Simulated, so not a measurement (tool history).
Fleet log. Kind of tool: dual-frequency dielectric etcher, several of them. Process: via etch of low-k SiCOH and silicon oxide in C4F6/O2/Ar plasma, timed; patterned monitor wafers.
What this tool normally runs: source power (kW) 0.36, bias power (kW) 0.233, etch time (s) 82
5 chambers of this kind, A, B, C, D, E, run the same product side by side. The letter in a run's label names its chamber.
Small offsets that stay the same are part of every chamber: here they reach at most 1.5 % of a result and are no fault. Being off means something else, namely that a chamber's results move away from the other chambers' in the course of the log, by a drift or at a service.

| run | day | source power (kW) | bias power (kW) | etch time (s) | read-back reference wafer on the same gauge, depth_nm | mean etch depth across the wafer (Å) |
|---|---|---|---|---|---|---|
| 1D | 0.217 | 0.36 | 0.233 | 82 | 242.87 | 2386.9 |
| 2A | 0.412 | 0.36 | 0.233 | 82 | 243.24 | 2358.8 |
| 3E | 0.633 | 0.36 | 0.233 | 82 | 243.15 | 2389.4 |
| 4B | 0.783 | 0.36 | 0.233 | 82 | 243.12 | 2388 |
| 5C | 0.938 | 0.36 | 0.233 | 82 | 243.02 | 2404.2 |
| 6C | 1.079 | 0.36 | 0.233 | 98.5 | 242.71 | 2886.8 |
| 7B | 1.179 | 0.36 | 0.233 | 98.5 | 243.07 | 2890.3 |
| 8D | 1.296 | 0.36 | 0.233 | 98.5 | 243.13 | 2890.3 |
| 9A | 1.496 | 0.36 | 0.233 | 98.5 | 243.09 | 2831.1 |
| 10E | 1.692 | 0.36 | 0.233 | 98.5 | 243.01 | 2871.8 |
| 11A | 1.833 | 0.36 | 0.233 | 82 | 243.02 | 2350.8 |
| 12E | 1.996 | 0.36 | 0.233 | 82 | 242.98 | 2373.7 |
| 13D | 2.1 | 0.36 | 0.233 | 82 | 243.02 | 2404.3 |
| 14C | 2.312 | 0.36 | 0.233 | 60 | 243.16 | 1757.7 |
| 15B | 2.525 | 0.36 | 0.233 | 60 | 242.81 | 1752.9 |
| 16A | 2.717 | 0.36 | 0.233 | 60 | 243.14 | 1710.3 |
| 17E | 2.896 | 0.36 | 0.233 | 60 | 242.94 | 1746.1 |
| 18D | 3.021 | 0.36 | 0.233 | 60 | 242.98 | 1751.3 |
| 19B | 3.208 | 0.36 | 0.233 | 82 | 243.01 | 2381.9 |
| 20C | 3.375 | 0.36 | 0.233 | 66 | 242.89 | 1928.6 |
| 21E | 3.525 | 0.36 | 0.233 | 66 | 243.13 | 1908.4 |
| 22C | 3.658 | 0.36 | 0.233 | 66 | 243 | 1925.9 |
| 23D | 3.771 | 0.36 | 0.233 | 66 | 243.13 | 1944 |
| 24B | 3.883 | 0.36 | 0.233 | 66 | 243.16 | 1921.5 |
| 25A | 3.983 | 0.36 | 0.233 | 82 | 243.24 | 2323.1 |
| 26B | 4.204 | 0.41 | 0.265 | 82 | 243.02 | 2608.9 |
| 27E | 4.304 | 0.41 | 0.265 | 82 | 243.05 | 2612.7 |
| 28C | 4.4 | 0.41 | 0.265 | 82 | 243 | 2636.6 |
| 29D | 4.6 | 0.41 | 0.265 | 82 | 243 | 2627.2 |
| 30A | 4.767 | 0.41 | 0.265 | 82 | 243.11 | 2534.5 |
|  | 4.896 | chamber C: wet clean of the chamber |
| 31B | 4.979 | 0.36 | 0.233 | 82 | 243 | 2391.9 |
| 32C | 5.117 | 0.36 | 0.233 | 82 | 243.07 | 2408.1 |

All 5 chambers run these settings next. Forecast each chamber's results:
| 33A | 5.275 | 0.36 | 0.233 | 82 |  | ? |
| 33B | 5.275 | 0.36 | 0.233 | 82 |  | ? |
| 33C | 5.275 | 0.36 | 0.233 | 82 |  | ? |
| 33D | 5.275 | 0.36 | 0.233 | 82 |  | ? |
| 33E | 5.275 | 0.36 | 0.233 | 82 |  | ? |

| run | mean etch depth across the wafer (Å) |
|---|---|
| 33A | 2312 |
| 33B | 2384.7 |
| 33C | 2424.7 |
| 33D | 2416.2 |
| 33E | 2391.9 |
